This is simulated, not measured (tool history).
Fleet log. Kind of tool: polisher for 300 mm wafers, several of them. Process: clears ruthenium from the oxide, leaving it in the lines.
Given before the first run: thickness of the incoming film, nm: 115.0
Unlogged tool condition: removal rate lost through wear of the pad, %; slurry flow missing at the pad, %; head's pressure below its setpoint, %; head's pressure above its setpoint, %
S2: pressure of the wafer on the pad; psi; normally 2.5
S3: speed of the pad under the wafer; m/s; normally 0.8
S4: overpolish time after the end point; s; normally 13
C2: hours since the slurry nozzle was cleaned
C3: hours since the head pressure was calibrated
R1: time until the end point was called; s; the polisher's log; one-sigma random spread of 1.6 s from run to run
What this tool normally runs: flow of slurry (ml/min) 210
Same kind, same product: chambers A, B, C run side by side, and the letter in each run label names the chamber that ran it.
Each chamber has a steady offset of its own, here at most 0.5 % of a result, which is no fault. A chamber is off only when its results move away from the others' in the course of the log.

run 1A hour=2.8 | flow_of_slurry_(ml/min)=210 S2=2.5 S3=0.8 S4=13 | wafers_polished_on_this_pad=731 C2=407.5 C3=125.4 | R1=87.856
run 2B hour=5.9 | flow_of_slurry_(ml/min)=210 S2=2.5 S3=0.8 S4=13 | wafers_polished_on_this_pad=213 C2=138.9 C3=53.6 | R1=83.833
run 3C hour=10.7 | flow_of_slurry_(ml/min)=210 S2=2.5 S3=0.8 S4=13 | wafers_polished_on_this_pad=880 C2=591.2 C3=83.3 | R1=86.949
run 4C hour=13.5 | flow_of_slurry_(ml/min)=210 S2=2.5 S3=0.8 S4=13 | wafers_polished_on_this_pad=898 C2=594 C3=86.1 | R1=87.304
run 5B hour=19.2 | flow_of_slurry_(ml/min)=210 S2=2.5 S3=0.8 S4=13 | wafers_polished_on_this_pad=298 C2=152.2 C3=66.9 | R1=82.502
-- hour=21.2 chamber A: slurry nozzle cleaned
run 6A hour=23.2 | flow_of_slurry_(ml/min)=210 S2=2.5 S3=0.8 S4=13 | wafers_polished_on_this_pad=862 C2=2 C3=145.8 | R1=87.521
run 7B hour=29.1 | flow_of_slurry_(ml/min)=210 S2=2.5 S3=0.8 S4=13 | wafers_polished_on_this_pad=362 C2=162.1 C3=76.8 | R1=84.467
run 8C hour=33.9 | flow_of_slurry_(ml/min)=210 S2=2.5 S3=0.8 S4=13 | wafers_polished_on_this_pad=1029 C2=614.4 C3=106.5 | R1=84.105
run 9A hour=37.2 | flow_of_slurry_(ml/min)=210 S2=2.5 S3=0.8 S4=13 | wafers_polished_on_this_pad=952 C2=16 C3=159.8 | R1=87.395
run 10B hour=43.1 | flow_of_slurry_(ml/min)=210 S2=2.5 S3=0.8 S4=13 | wafers_polished_on_this_pad=452 C2=176.1 C3=90.8 | R1=86.198
run 11A hour=47.5 | flow_of_slurry_(ml/min)=210 S2=2.5 S3=0.8 S4=13 | wafers_polished_on_this_pad=1019 C2=26.3 C3=170.1 | R1=86.475
run 12C hour=51.4 | flow_of_slurry_(ml/min)=210 S2=2.5 S3=0.8 S4=13 | wafers_polished_on_this_pad=1142 C2=631.9 C3=124 | R1=85.753
run 13A hour=55.9 | flow_of_slurry_(ml/min)=210 S2=2.5 S3=0.8 S4=13 | wafers_polished_on_this_pad=1073 C2=34.7 C3=178.5 | R1=89.048
run 14C hour=61.4 | flow_of_slurry_(ml/min)=210 S2=2.5 S3=0.8 S4=13 | wafers_polished_on_this_pad=1206 C2=641.9 C3=134 | R1=85.7
run 15B hour=65.5 | flow_of_slurry_(ml/min)=210 S2=2.5 S3=0.8 S4=13 | wafers_polished_on_this_pad=596 C2=198.5 C3=113.2 | R1=84.133
run 16C hour=68.8 | flow_of_slurry_(ml/min)=210 S2=2.5 S3=0.8 S4=13 | wafers_polished_on_this_pad=1254 C2=649.3 C3=141.4 | R1=86.493
run 17B hour=73.8 | flow_of_slurry_(ml/min)=210 S2=2.5 S3=0.8 S4=13 | wafers_polished_on_this_pad=650 C2=206.8 C3=121.5 | R1=83.512
run 18A hour=76.9 | flow_of_slurry_(ml/min)=210 S2=2.5 S3=0.8 S4=5 | wafers_polished_on_this_pad=1208 C2=55.7 C3=199.5 | R1=87.882
run 19C hour=80.4 | flow_of_slurry_(ml/min)=210 S2=2.5 S3=0.8 S4=5 | wafers_polished_on_this_pad=1328 C2=660.9 C3=153 | R1=85.052
-- hour=81.6 chamber B: worn pad replaced by a new one
run 20B hour=86.4 | flow_of_slurry_(ml/min)=210 S2=2.5 S3=0.8 S4=5 | wafers_polished_on_this_pad=30 C2=219.4 C3=134.1 | R1=86.58
run 21A hour=90.1 | flow_of_slurry_(ml/min)=265 S2=2.5 S3=0.8 S4=17 | wafers_polished_on_this_pad=1293 C2=68.9 C3=212.7 | R1=90.25
run 22C hour=92.9 | flow_of_slurry_(ml/min)=265 S2=2.5 S3=0.8 S4=17 | wafers_polished_on_this_pad=1409 C2=673.4 C3=165.5 | R1=83.087
-- hour=93 chamber C: worn pad replaced by a new one
-- hour=93.8 chamber A: worn pad replaced by a new one
run 23A hour=97.6 | flow_of_slurry_(ml/min)=265 S2=2.5 S3=0.8 S4=17 | wafers_polished_on_this_pad=24 C2=76.4 C3=220.2 | R1=88.264
run 24B hour=100.6 | flow_of_slurry_(ml/min)=210 S2=2.5 S3=0.9 S4=18 | wafers_polished_on_this_pad=122 C2=233.6 C3=148.3 | R1=76.541
run 25A hour=103.5 | flow_of_slurry_(ml/min)=210 S2=2.5 S3=0.9 S4=18 | wafers_polished_on_this_pad=62 C2=82.3 C3=226.1 | R1=81.535
run 26B hour=107.8 | flow_of_slurry_(ml/min)=210 S2=2.5 S3=0.9 S4=18 | wafers_polished_on_this_pad=168 C2=240.8 C3=155.5 | R1=75.943
run 27C hour=113.1 | flow_of_slurry_(ml/min)=210 S2=2.5 S3=0.8 S4=13 | wafers_polished_on_this_pad=129 C2=693.6 C3=185.7 | R1=87.431
run 28A hour=118.4 | flow_of_slurry_(ml/min)=210 S2=2.5 S3=0.8 S4=13 | wafers_polished_on_this_pad=158 C2=97.2 C3=241 | R1=89.202
run 29C hour=123.4 | flow_of_slurry_(ml/min)=210 S2=2.5 S3=0.8 S4=13 | wafers_polished_on_this_pad=195 C2=703.9 C3=196 | R1=84.857
run 30B hour=127.5 | flow_of_slurry_(ml/min)=210 S2=2.5 S3=0.8 S4=13 | wafers_polished_on_this_pad=295 C2=260.5 C3=175.2 | R1=84.536
run 31C hour=131.3 | flow_of_slurry_(ml/min)=210 S2=2.5 S3=0.8 S4=13 | wafers_polished_on_this_pad=246 C2=711.8 C3=203.9 | R1=88.461
run 32A hour=136.4 | flow_of_slurry_(ml/min)=210 S2=2.5 S3=0.8 S4=13 | wafers_polished_on_this_pad=274 C2=115.2 C3=259 | R1=89.143
run 33B hour=139.6 | flow_of_slurry_(ml/min)=210 S2=2.5 S3=0.8 S4=13 | wafers_polished_on_this_pad=373 C2=272.6 C3=187.3 | R1=86.255
run 34A hour=143.3 | flow_of_slurry_(ml/min)=210 S2=2.5 S3=0.8 S4=13 | wafers_polished_on_this_pad=318 C2=122.1 C3=265.9 | R1=94.57
run 35B hour=147 | flow_of_slurry_(ml/min)=210 S2=2.5 S3=0.88 S4=13 | wafers_polished_on_this_pad=420 C2=280 C3=194.7 | R1=78.896
run 36C hour=152.1 | flow_of_slurry_(ml/min)=210 S2=2.5 S3=0.88 S4=13 | wafers_polished_on_this_pad=380 C2=732.6 C3=224.7 | R1=76.655
run 37C hour=155.7 | flow_of_slurry_(ml/min)=210 S2=2.5 S3=0.88 S4=13 | wafers_polished_on_this_pad=403 C2=736.2 C3=228.3 | R1=77.068
run 38B hour=159.9 | flow_of_slurry_(ml/min)=210 S2=2.5 S3=0.8 S4=13 | wafers_polished_on_this_pad=503 C2=292.9 C3=207.6 | R1=86.284
run 39A hour=163.2 | flow_of_slurry_(ml/min)=210 S2=2.5 S3=0.8 S4=13 | wafers_polished_on_this_pad=446 C2=142 C3=285.8 | R1=95.607
run 40B hour=166.5 | flow_of_slurry_(ml/min)=210 S2=2.5 S3=0.8 S4=13 | wafers_polished_on_this_pad=546 C2=299.5 C3=214.2 | R1=89.772
-- hour=169.5 chamber B: worn pad replaced by a new one
run 41A hour=169.7 | flow_of_slurry_(ml/min)=210 S2=2.5 S3=0.8 S4=13 | wafers_polished_on_this_pad=488 C2=148.5 C3=292.3 | R1=96.251
run 42C hour=174.1 | flow_of_slurry_(ml/min)=210 S2=2.5 S3=0.8 S4=13 | wafers_polished_on_this_pad=521 C2=754.6 C3=246.7 | R1=84.672
run 43B hour=179.3 | flow_of_slurry_(ml/min)=210 S2=2.5 S3=0.8 S4=13 | wafers_polished_on_this_pad=63 C2=312.3 C3=227 | R1=87.225

Does one chamber stand apart from the rest, does the shared gauge drift, or is all well apart from small per-chamber offsets? Give the chamber and the most likely cause, where there is one.

It is chamber A that slowly wanders off from its peers.
Cause: head's pressure below its setpoint, % = 12.1.

Which of the 4 candidates below, each the usual settings with something changed and its results left as question marks, puts chamber A back in line with what the other chambers give on the usual settings?
In-line tolerance around the mean of the other chambers on the usual settings: R1 5.8 s
run 44A-1 hour=183.6 | flow_of_slurry_(ml/min)=210 S2=2 S3=0.8 S4=13 | R1=?
run 44A-2 hour=183.6 | flow_of_slurry_(ml/min)=215 S2=2.8 S3=0.8 S4=13 | R1=?
run 44A-3 hour=183.6 | flow_of_slurry_(ml/min)=210 S2=2.3 S3=0.76 S4=13 | R1=?
run 44A-4 hour=183.6 | flow_of_slurry_(ml/min)=215 S2=2.5 S3=1 S4=13 | R1=?

On the usual settings, the other chambers give on average: R1 86.077 s
run=44A-1 R1=123.01
run=44A-2 R1=87.144
run=44A-3 R1=112.32
run=44A-4 R1=78.206
The right change is 44A-2: it brings the chamber back within the allowed miss of the others.
